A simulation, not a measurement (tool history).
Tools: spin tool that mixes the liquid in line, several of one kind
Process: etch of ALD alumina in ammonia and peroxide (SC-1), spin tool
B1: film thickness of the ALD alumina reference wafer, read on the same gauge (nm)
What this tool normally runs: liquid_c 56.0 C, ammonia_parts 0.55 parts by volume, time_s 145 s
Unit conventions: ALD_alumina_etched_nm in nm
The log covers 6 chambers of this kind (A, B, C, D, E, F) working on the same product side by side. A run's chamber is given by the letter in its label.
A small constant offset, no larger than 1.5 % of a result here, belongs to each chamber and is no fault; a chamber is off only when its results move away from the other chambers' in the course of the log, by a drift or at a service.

run 1E hour=5.3 | liquid_c=56.0 ammonia_parts=0.55 time_s=145 | B1=60.011 | ALD_alumina_etched_nm=14.011
run 2F hour=14.2 | liquid_c=56.0 ammonia_parts=0.55 time_s=145 | B1=59.989 | ALD_alumina_etched_nm=13.658
-- hour=18.9 chamber E: ammonia flow meter replaced
run 3C hour=20.1 | liquid_c=56.0 ammonia_parts=0.55 time_s=145 | B1=60.009 | ALD_alumina_etched_nm=14.093
run 4B hour=25.7 | liquid_c=56.0 ammonia_parts=0.55 time_s=145 | B1=59.995 | ALD_alumina_etched_nm=13.768
run 5D hour=32.7 | liquid_c=56.0 ammonia_parts=0.35 time_s=145 | B1=60.027 | ALD_alumina_etched_nm=13.333
run 6A hour=38.6 | liquid_c=56.0 ammonia_parts=0.35 time_s=145 | B1=60.025 | ALD_alumina_etched_nm=13.353
run 7B hour=46.0 | liquid_c=56.0 ammonia_parts=0.35 time_s=145 | B1=60.015 | ALD_alumina_etched_nm=13.173
run 8F hour=53.1 | liquid_c=56.0 ammonia_parts=0.35 time_s=145 | B1=59.997 | ALD_alumina_etched_nm=13.204
run 9E hour=60.8 | liquid_c=56.0 ammonia_parts=0.35 time_s=145 | B1=60.003 | ALD_alumina_etched_nm=13.257
-- hour=64.6 chamber E: new drum of ammonia solution connected
run 10D hour=68.9 | liquid_c=56.0 ammonia_parts=0.35 time_s=145 | B1=59.997 | ALD_alumina_etched_nm=13.170
run 11A hour=76.6 | liquid_c=56.0 ammonia_parts=0.55 time_s=145 | B1=59.995 | ALD_alumina_etched_nm=13.805
run 12C hour=83.4 | liquid_c=56.0 ammonia_parts=0.55 time_s=145 | B1=59.967 | ALD_alumina_etched_nm=13.778
run 13D hour=90.2 | liquid_c=56.0 ammonia_parts=0.35 time_s=145 | B1=60.028 | ALD_alumina_etched_nm=13.148
run 14F hour=94.2 | liquid_c=56.0 ammonia_parts=0.35 time_s=145 | B1=60.008 | ALD_alumina_etched_nm=13.152
run 15A hour=99.2 | liquid_c=56.0 ammonia_parts=0.35 time_s=145 | B1=60.000 | ALD_alumina_etched_nm=13.244
run 16C hour=103.8 | liquid_c=56.0 ammonia_parts=0.35 time_s=145 | B1=59.967 | ALD_alumina_etched_nm=13.270
run 17E hour=109.3 | liquid_c=56.0 ammonia_parts=0.35 time_s=145 | B1=60.031 | ALD_alumina_etched_nm=13.415
run 18B hour=115.3 | liquid_c=56.0 ammonia_parts=0.35 time_s=145 | B1=59.987 | ALD_alumina_etched_nm=13.029
run 19D hour=121.1 | liquid_c=56.0 ammonia_parts=0.55 time_s=145 | B1=59.989 | ALD_alumina_etched_nm=13.796
run 20C hour=125.8 | liquid_c=56.0 ammonia_parts=0.55 time_s=145 | B1=59.978 | ALD_alumina_etched_nm=14.089
run 21F hour=129.8 | liquid_c=56.0 ammonia_parts=0.55 time_s=145 | B1=59.996 | ALD_alumina_etched_nm=13.804
run 22E hour=137.2 | liquid_c=56.0 ammonia_parts=0.55 time_s=145 | B1=60.011 | ALD_alumina_etched_nm=13.896
run 23A hour=141.6 | liquid_c=56.0 ammonia_parts=0.55 time_s=145 | B1=59.990 | ALD_alumina_etched_nm=13.625
run 24B hour=146.3 | liquid_c=56.0 ammonia_parts=0.55 time_s=145 | B1=60.014 | ALD_alumina_etched_nm=13.923
run 25C hour=151.4 | liquid_c=56.0 ammonia_parts=0.55 time_s=145 | B1=60.016 | ALD_alumina_etched_nm=13.881
-- hour=153.8 chamber A: heated supply line repaired
run 26A hour=157.1 | liquid_c=56.0 ammonia_parts=0.55 time_s=145 | B1=60.014 | ALD_alumina_etched_nm=13.872
run 27D hour=161.1 | liquid_c=56.0 ammonia_parts=0.55 time_s=145 | B1=60.028 | ALD_alumina_etched_nm=13.827
-- hour=162.6 chamber D: ammonia flow meter replaced
run 28F hour=166.0 | liquid_c=56.0 ammonia_parts=0.55 time_s=145 | B1=60.010 | ALD_alumina_etched_nm=13.827
run 29B hour=170.5 | liquid_c=56.0 ammonia_parts=0.55 time_s=145 | B1=59.994 | ALD_alumina_etched_nm=13.733
run 30E hour=178.5 | liquid_c=56.0 ammonia_parts=0.55 time_s=145 | B1=60.006 | ALD_alumina_etched_nm=13.859
run 31E hour=183.9 | liquid_c=56.0 ammonia_parts=0.55 time_s=145 | B1=59.999 | ALD_alumina_etched_nm=13.940
run 32D hour=190.3 | liquid_c=56.0 ammonia_parts=0.55 time_s=145 | B1=60.017 | ALD_alumina_etched_nm=13.887
-- hour=196.3 chamber C: ammonia flow meter replaced
run 33F hour=197.0 | liquid_c=56.0 ammonia_parts=0.55 time_s=145 | B1=59.980 | ALD_alumina_etched_nm=13.686
run 34C hour=203.0 | liquid_c=56.0 ammonia_parts=0.55 time_s=145 | B1=59.956 | ALD_alumina_etched_nm=13.763
run 35A hour=206.8 | liquid_c=65.5 ammonia_parts=0.55 time_s=145 | B1=59.972 | ALD_alumina_etched_nm=22.127
-- hour=212.0 chamber B: heated supply line repaired
run 36B hour=212.7 | liquid_c=65.5 ammonia_parts=0.55 time_s=145 | B1=59.985 | ALD_alumina_etched_nm=22.445
run 37A hour=220.3 | liquid_c=65.5 ammonia_parts=0.55 time_s=145 | B1=59.977 | ALD_alumina_etched_nm=22.454

For the next run the whole fleet of 6 chambers uses the same settings. Give each chamber's results:
run 38A hour=226.6 | liquid_c=56.0 ammonia_parts=0.55 time_s=145 | ALD_alumina_etched_nm=?
run 38B hour=226.6 | liquid_c=56.0 ammonia_parts=0.55 time_s=145 | ALD_alumina_etched_nm=?
run 38C hour=226.6 | liquid_c=56.0 ammonia_parts=0.55 time_s=145 | ALD_alumina_etched_nm=?
run 38D hour=226.6 | liquid_c=56.0 ammonia_parts=0.55 time_s=145 | ALD_alumina_etched_nm=?
run 38E hour=226.6 | liquid_c=56.0 ammonia_parts=0.55 time_s=145 | ALD_alumina_etched_nm=?
run 38F hour=226.6 | liquid_c=56.0 ammonia_parts=0.55 time_s=145 | ALD_alumina_etched_nm=?

run=38A ALD_alumina_etched_nm=13.838
run=38B ALD_alumina_etched_nm=13.786
run=38C ALD_alumina_etched_nm=14.025
run=38D ALD_alumina_etched_nm=13.733
run=38E ALD_alumina_etched_nm=13.782
run=38F ALD_alumina_etched_nm=13.710
